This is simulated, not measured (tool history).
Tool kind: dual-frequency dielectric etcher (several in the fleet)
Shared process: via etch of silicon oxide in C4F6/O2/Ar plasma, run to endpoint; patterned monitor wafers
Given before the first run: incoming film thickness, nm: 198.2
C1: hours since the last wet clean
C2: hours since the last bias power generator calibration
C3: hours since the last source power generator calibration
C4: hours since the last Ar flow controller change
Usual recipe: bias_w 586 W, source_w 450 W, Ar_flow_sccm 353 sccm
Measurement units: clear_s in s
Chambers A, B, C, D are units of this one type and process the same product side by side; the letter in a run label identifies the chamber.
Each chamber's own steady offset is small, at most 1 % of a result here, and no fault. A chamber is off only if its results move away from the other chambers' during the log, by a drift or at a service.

Run 1A, hour 8.6: usual settings; C1 322.9; C2 498.1; C3 1226.5; C4 1677.0. Result: clear_s 39.797 s.
Run 2D, hour 14.3: usual settings; C1 100.8; C2 4009.1; C3 406.1; C4 656.9. Result: clear_s 39.491 s.
Run 3C, hour 19.4: usual settings; C1 323.5; C2 1083.3; C3 2481.3; C4 3960.6. Result: clear_s 40.514 s.
Run 4B, hour 25.9: usual settings; C1 532.1; C2 3176.5; C3 1945.0; C4 1196.2. Result: clear_s 39.879 s.
Run 5A, hour 32.4: usual settings but Ar_flow_sccm 423 sccm; C1 346.7; C2 521.9; C3 1250.3; C4 1700.8. Result: clear_s 41.054 s.
Run 6C, hour 37.0: usual settings but Ar_flow_sccm 423 sccm; C1 341.1; C2 1100.9; C3 2498.9; C4 3978.2. Result: clear_s 40.395 s.
Run 7B, hour 42.7: usual settings but Ar_flow_sccm 423 sccm; C1 548.9; C2 3193.3; C3 1961.8; C4 1213.0. Result: clear_s 40.607 s.
At hour 45.6: chamber B: wet clean of the chamber.
Run 8D, hour 51.9: usual settings but Ar_flow_sccm 423 sccm; C1 138.4; C2 4046.7; C3 443.7; C4 694.5. Result: clear_s 40.394 s.
At hour 59.9: chamber A: wet clean of the chamber.
Run 9D, hour 60.9: usual settings; C1 147.4; C2 4055.7; C3 452.7; C4 703.5. Result: clear_s 39.672 s.
Run 10C, hour 68.2: usual settings; C1 372.3; C2 1132.1; C3 2530.1; C4 4009.4. Result: clear_s 39.987 s.
Run 11A, hour 75.1: usual settings; C1 15.2; C2 564.6; C3 1293.0; C4 1743.5. Result: clear_s 40.246 s.
Run 12B, hour 82.6: usual settings; C1 37.0; C2 3233.2; C3 2001.7; C4 1252.9. Result: clear_s 40.122 s.
Run 13C, hour 90.1: usual settings; C1 394.2; C2 1154.0; C3 2552.0; C4 4031.3. Result: clear_s 39.420 s.
Run 14D, hour 97.5: usual settings; C1 184.0; C2 4092.3; C3 489.3; C4 740.1. Result: clear_s 40.333 s.
Run 15A, hour 104.3: usual settings but Ar_flow_sccm 289 sccm; C1 44.4; C2 593.8; C3 1322.2; C4 1772.7. Result: clear_s 39.706 s.
Run 16B, hour 112.3: usual settings but Ar_flow_sccm 289 sccm; C1 66.7; C2 3262.9; C3 2031.4; C4 1282.6. Result: clear_s 39.802 s.
Run 17A, hour 118.0: usual settings but Ar_flow_sccm 289 sccm; C1 58.1; C2 607.5; C3 1335.9; C4 1786.4. Result: clear_s 39.329 s.
Run 18C, hour 126.2: usual settings but Ar_flow_sccm 289 sccm; C1 430.3; C2 1190.1; C3 2588.1; C4 4067.4. Result: clear_s 39.102 s.
Run 19B, hour 133.6: usual settings; C1 88.0; C2 3284.2; C3 2052.7; C4 1303.9. Result: clear_s 40.580 s.
Run 20D, hour 140.3: usual settings but Ar_flow_sccm 423 sccm; C1 226.8; C2 4135.1; C3 532.1; C4 782.9. Result: clear_s 40.736 s.
Run 21D, hour 146.0: usual settings but Ar_flow_sccm 423 sccm; C1 232.5; C2 4140.8; C3 537.8; C4 788.6. Result: clear_s 41.056 s.
Run 22B, hour 151.5: usual settings but Ar_flow_sccm 423 sccm; C1 105.9; C2 3302.1; C3 2070.6; C4 1321.8. Result: clear_s 41.031 s.
Run 23C, hour 158.6: usual settings but Ar_flow_sccm 423 sccm; C1 462.7; C2 1222.5; C3 2620.5; C4 4099.8. Result: clear_s 40.396 s.
Run 24A, hour 162.8: usual settings; C1 102.9; C2 652.3; C3 1380.7; C4 1831.2. Result: clear_s 40.169 s.
Run 25B, hour 167.4: usual settings; C1 121.8; C2 3318.0; C3 2086.5; C4 1337.7. Result: clear_s 40.315 s.
Run 26D, hour 175.8: usual settings but source_w 350 W; C1 262.3; C2 4170.6; C3 567.6; C4 818.4. Result: clear_s 43.752 s.
Run 27A, hour 184.8: usual settings but source_w 350 W; C1 124.9; C2 674.3; C3 1402.7; C4 1853.2. Result: clear_s 43.657 s.
Run 28C, hour 194.1: usual settings but source_w 350 W; C1 498.2; C2 1258.0; C3 2656.0; C4 4135.3. Result: clear_s 43.916 s.
Run 29C, hour 198.6: usual settings but source_w 350 W; C1 502.7; C2 1262.5; C3 2660.5; C4 4139.8. Result: clear_s 44.331 s.
Run 30D, hour 204.1: usual settings; C1 290.6; C2 4198.9; C3 595.9; C4 846.7. Result: clear_s 39.784 s.
Run 31B, hour 210.1: usual settings; C1 164.5; C2 3360.7; C3 2129.2; C4 1380.4. Result: clear_s 40.195 s.
Run 32A, hour 216.8: usual settings; C1 156.9; C2 706.3; C3 1434.7; C4 1885.2. Result: clear_s 40.067 s.
Run 33A, hour 221.5: usual settings; C1 161.6; C2 711.0; C3 1439.4; C4 1889.9. Result: clear_s 39.623 s.
Run 34B, hour 228.6: usual settings; C1 183.0; C2 3379.2; C3 2147.7; C4 1398.9. Result: clear_s 40.124 s.
Run 35D, hour 237.9: usual settings; C1 324.4; C2 4232.7; C3 629.7; C4 880.5. Result: clear_s 40.045 s.
Run 36C, hour 243.0: usual settings; C1 547.1; C2 1306.9; C3 2704.9; C4 4184.2. Result: clear_s 39.661 s.
Run 37A, hour 248.5: usual settings but bias_w 536 W, Ar_flow_sccm 270 sccm; C1 188.6; C2 738.0; C3 1466.4; C4 1916.9. Result: clear_s 39.596 s.
Run 38C, hour 257.8: usual settings but bias_w 536 W, Ar_flow_sccm 270 sccm; C1 561.9; C2 1321.7; C3 2719.7; C4 4199.0. Result: clear_s 39.889 s.

Read the log: is a single chamber off, either drifting away or since a service, is the gauge that measures every chamber drifting, or is nothing wrong beyond small per-chamber offsets? Name any odd chamber and what most likely caused it.

No chamber is off and the gauge is stable; the differences are just each chamber's small, constant offset.
